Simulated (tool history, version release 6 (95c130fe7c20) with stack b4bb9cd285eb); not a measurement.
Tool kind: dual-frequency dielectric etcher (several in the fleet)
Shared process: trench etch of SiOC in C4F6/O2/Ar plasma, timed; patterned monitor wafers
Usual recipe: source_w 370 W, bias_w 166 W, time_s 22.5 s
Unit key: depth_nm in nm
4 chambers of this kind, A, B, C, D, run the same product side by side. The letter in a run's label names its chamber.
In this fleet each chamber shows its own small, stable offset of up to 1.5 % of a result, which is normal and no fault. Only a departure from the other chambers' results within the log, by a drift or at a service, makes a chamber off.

run	hour	source_w	bias_w	time_s	hours since the last wet clean	hours since the last source power generator calibration	hours since the last bias power generator calibration	read-back reference wafer on the same gauge, depth_nm	depth_nm
1D	2.4	370	166	22.5	116.8	1686.1	257.1	48.001	44.534
2B	5	370	166	22.5	331.1	1492.7	847.5	48.024	44.588
3A	9	370	166	22.5	405.6	2342.5	2273.9	47.955	43.924
4C	12.1	370	166	22.5	495	1833.7	1780.7	48.005	44.529
5B	15.4	450	166	22.5	341.5	1503.1	857.9	47.944	48.309
6C	17.9	450	166	22.5	500.8	1839.5	1786.5	47.931	47.891
7D	20.8	450	166	22.5	135.2	1704.5	275.5	48.031	47.846
8A	23.8	450	166	22.5	420.4	2357.3	2288.7	48.001	47.316
9B	27.6	370	166	22.5	353.7	1515.3	870.1	47.965	44.799
10C	31.7	370	166	22.5	514.6	1853.3	1800.3	48.02	44.497
# hour 33.6: chamber C: wet clean of the chamber
11A	34.4	370	166	22.5	431	2367.9	2299.3	47.971	44.097
12D	37.5	370	166	22.5	151.9	1721.2	292.2	48.021	43.92
13A	39.6	370	166	22.5	436.2	2373.1	2304.5	48.043	43.729
# hour 42.2: chamber A: wet clean of the chamber
14D	42.3	370	166	22.5	156.7	1726	297	48.04	44.525
15B	45.2	370	166	22.5	371.3	1532.9	887.7	47.993	44.82
16C	47.6	370	166	22.5	14	1869.2	1816.2	48.012	44.25
17B	49.6	370	166	22.5	375.7	1537.3	892.1	47.98	44.457
18A	53.7	370	166	22.5	11.6	2387.2	2318.6	47.993	41.632
19D	58.2	370	166	22.5	172.6	1741.9	312.9	47.982	44.423
20C	60.7	460	141	22.5	27.1	1882.3	1829.3	48.003	46.33
21B	63	460	141	22.5	389.1	1550.7	905.5	47.962	46.383
22D	65.2	460	141	22.5	179.6	1748.9	319.9	47.995	45.915
23C	68.7	460	141	22.5	35.1	1890.3	1837.3	47.956	45.848
24A	71	370	203	22.5	28.9	2404.5	2335.9	47.991	44.353
25D	75.1	370	203	22.5	189.5	1758.8	329.8	47.993	47.117
26A	79.5	370	203	22.5	37.4	2413	2344.4	48.026	44.587
27C	83.4	370	203	22.5	49.8	1905	1852	48.012	47.127
28B	87	370	166	22.5	413.1	1574.7	929.5	48.012	44.517
29A	89.6	370	166	22.5	47.5	2423.1	2354.5	47.986	41.601
30D	93.4	370	166	22.5	207.8	1777.1	348.1	48.043	44.336
31B	97.1	370	166	22.5	423.2	1584.8	939.6	48.024	44.593
32C	100	450	138	22.5	66.4	1921.6	1868.6	48.018	45.034
33B	102.2	450	138	22.5	428.3	1589.9	944.7	48.03	45.708

Is one chamber out of step, is the gauge drifting, or do the chambers differ by no more than their own small offsets? For an off chamber, give its letter and the likeliest cause.

Chamber A came out of a service off from its peers and stayed that way.
Likeliest cause: etch rate under this chamber's usual, % = 5.01.

Chamber A could run next with any of the 4 candidate recipes listed below; each alters the usual settings, and their results appear as question marks. Which one brings its results back in line with what the other chambers deliver on the usual settings?
Maximum distance from the other chambers' mean on the usual settings for a result to count as in line: depth_nm 0.65 nm
34A-1	105.5	310	144	22.5					?
34A-2	105.5	320	166	22.5					?
34A-3	105.5	380	170	25					?
34A-4	105.5	430	166	22.5					?

The other chambers' mean on the usual settings: depth_nm 44.408 nm
run	depth_nm
34A-1	37.276
34A-2	39.475
34A-3	47.298
34A-4	44.367
It is 34A-4 that realigns the chamber with its peers.
